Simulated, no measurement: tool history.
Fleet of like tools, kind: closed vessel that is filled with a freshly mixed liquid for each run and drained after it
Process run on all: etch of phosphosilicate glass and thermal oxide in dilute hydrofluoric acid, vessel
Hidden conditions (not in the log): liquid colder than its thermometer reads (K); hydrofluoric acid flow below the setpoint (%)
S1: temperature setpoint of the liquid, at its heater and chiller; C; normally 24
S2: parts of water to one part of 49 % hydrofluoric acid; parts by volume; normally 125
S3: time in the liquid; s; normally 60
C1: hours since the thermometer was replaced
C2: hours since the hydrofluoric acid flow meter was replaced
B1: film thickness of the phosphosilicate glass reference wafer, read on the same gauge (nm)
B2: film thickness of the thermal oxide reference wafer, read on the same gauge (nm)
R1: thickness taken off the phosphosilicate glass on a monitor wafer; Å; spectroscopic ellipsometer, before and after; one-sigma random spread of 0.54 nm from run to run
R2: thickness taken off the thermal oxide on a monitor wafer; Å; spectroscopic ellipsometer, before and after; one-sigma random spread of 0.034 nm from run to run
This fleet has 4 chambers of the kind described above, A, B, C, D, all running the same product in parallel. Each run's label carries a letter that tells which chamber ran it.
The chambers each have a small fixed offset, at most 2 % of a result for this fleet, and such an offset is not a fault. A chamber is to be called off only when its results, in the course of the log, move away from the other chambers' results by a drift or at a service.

run 1C day=0.4 | S1=24 S2=125 S3=60 | C1=989 C2=88.4 | B1=140.05 B2=109.98 | R1=569.82 R2=23.006
run 2B day=1.058 | S1=24 S2=125 S3=60 | C1=1453.3 C2=179.1 | B1=140 B2=110.01 | R1=582.74 R2=23.211
run 3A day=1.442 | S1=24 S2=125 S3=60 | C1=1557.8 C2=285.8 | B1=140.02 B2=110 | R1=572.64 R2=23.637
run 4D day=1.858 | S1=24 S2=125 S3=60 | C1=294.3 C2=208.2 | B1=139.99 B2=109.94 | R1=589.77 R2=22.447
run 5B day=2.292 | S1=24 S2=125 S3=60 | C1=1482.9 C2=208.7 | B1=140 B2=110 | R1=585.34 R2=22.51
run 6C day=2.792 | S1=24 S2=125 S3=60 | C1=1046.4 C2=145.8 | B1=139.97 B2=110.01 | R1=575.4 R2=23.007
run 7D day=3.154 | S1=24 S2=125 S3=60 | C1=325.4 C2=239.3 | B1=140.01 B2=110.02 | R1=584.46 R2=21.839
run 8A day=3.633 | S1=24 S2=125 S3=60 | C1=1610.4 C2=338.4 | B1=139.97 B2=110.01 | R1=569.08 R2=22.209
run 9A day=4.088 | S1=24 S2=125 S3=60 | C1=1621.3 C2=349.3 | B1=139.99 B2=109.98 | R1=573.86 R2=22.29
run 10D day=4.612 | S1=24 S2=125 S3=60 | C1=360.4 C2=274.3 | B1=139.99 B2=109.97 | R1=578.71 R2=23.008
run 11B day=5.279 | S1=24 S2=125 S3=60 | C1=1554.6 C2=280.4 | B1=139.98 B2=110 | R1=566.18 R2=21.759
run 12C day=5.833 | S1=24 S2=125 S3=60 | C1=1119.4 C2=218.8 | B1=140.02 B2=110.06 | R1=571.83 R2=22.352
run 13C day=6.179 | S1=24 S2=125 S3=60 | C1=1127.7 C2=227.1 | B1=139.98 B2=110.01 | R1=582.02 R2=23.257
run 14D day=6.804 | S1=24 S2=125 S3=60 | C1=413 C2=326.9 | B1=140 B2=109.97 | R1=585.44 R2=22.375
run 15A day=7.483 | S1=24 S2=125 S3=60 | C1=1702.8 C2=430.8 | B1=140.01 B2=109.98 | R1=573.8 R2=23.065
run 16B day=7.942 | S1=24 S2=125 S3=60 | C1=1618.5 C2=344.3 | B1=139.99 B2=110.04 | R1=562.52 R2=22.05
run 17B day=8.579 | S1=24 S2=125 S3=60 | C1=1633.8 C2=359.6 | B1=139.97 B2=110.06 | R1=557.87 R2=22.369
run 18C day=9.112 | S1=24 S2=125 S3=60 | C1=1198.1 C2=297.5 | B1=139.99 B2=109.97 | R1=578.67 R2=22.397
run 19D day=9.783 | S1=24 S2=125 S3=60 | C1=484.5 C2=398.4 | B1=139.98 B2=110.03 | R1=594.34 R2=22.686
run 20A day=10.242 | S1=24 S2=125 S3=30 | C1=1769 C2=497 | B1=139.99 B2=110 | R1=286.19 R2=11.793
run 21A day=10.562 | S1=24 S2=125 S3=30 | C1=1776.7 C2=504.7 | B1=140.02 B2=110.01 | R1=289.31 R2=11.227
run 22C day=11.146 | S1=24 S2=125 S3=30 | C1=1246.9 C2=346.3 | B1=140 B2=110.01 | R1=285.84 R2=11.38
run 23D day=11.692 | S1=24 S2=125 S3=30 | C1=530.3 C2=444.2 | B1=139.97 B2=110.02 | R1=297.73 R2=11.52
run 24B day=12.071 | S1=24 S2=125 S3=60 | C1=1717.6 C2=443.4 | B1=140.01 B2=110.02 | R1=542.55 R2=20.917
run 25B day=12.462 | S1=24 S2=125 S3=60 | C1=1727 C2=452.8 | B1=139.99 B2=109.99 | R1=543.05 R2=20.931
run 26A day=13.004 | S1=24 S2=125 S3=60 | C1=1835.3 C2=563.3 | B1=139.99 B2=110.02 | R1=577.51 R2=23.181
run 27C day=13.362 | S1=28.5 S2=125 S3=60 | C1=1300.1 C2=399.5 | B1=139.97 B2=109.95 | R1=689.85 R2=26.64
run 28D day=13.708 | S1=28.5 S2=125 S3=60 | C1=578.7 C2=492.6 | B1=140.01 B2=110 | R1=704.52 R2=26.512
run 29B day=14.383 | S1=28.5 S2=125 S3=60 | C1=1773.1 C2=498.9 | B1=140.04 B2=110 | R1=620.96 R2=24.067
run 30A day=15.062 | S1=28.5 S2=125 S3=60 | C1=1884.7 C2=612.7 | B1=140 B2=109.98 | R1=676.18 R2=27.463
run 31D day=15.683 | S1=24 S2=125 S3=60 | C1=626.1 C2=540 | B1=140.01 B2=109.99 | R1=600.32 R2=22.892
run 32C day=16.108 | S1=24 S2=125 S3=60 | C1=1366 C2=465.4 | B1=140 B2=109.97 | R1=583.27 R2=22.375

Each of the 4 chambers runs these same settings next. Fill in every chamber's results:
run 33A day=16.596 | S1=24 S2=125 S3=30 | R1=? R2=?
run 33B day=16.596 | S1=24 S2=125 S3=30 | R1=? R2=?
run 33C day=16.596 | S1=24 S2=125 S3=30 | R1=? R2=?
run 33D day=16.596 | S1=24 S2=125 S3=30 | R1=? R2=?

run=33A R1=286.13 R2=11.436
run=33B R1=259.61 R2=9.9682
run=33C R1=288.22 R2=11.296
run=33D R1=292.71 R2=11.671

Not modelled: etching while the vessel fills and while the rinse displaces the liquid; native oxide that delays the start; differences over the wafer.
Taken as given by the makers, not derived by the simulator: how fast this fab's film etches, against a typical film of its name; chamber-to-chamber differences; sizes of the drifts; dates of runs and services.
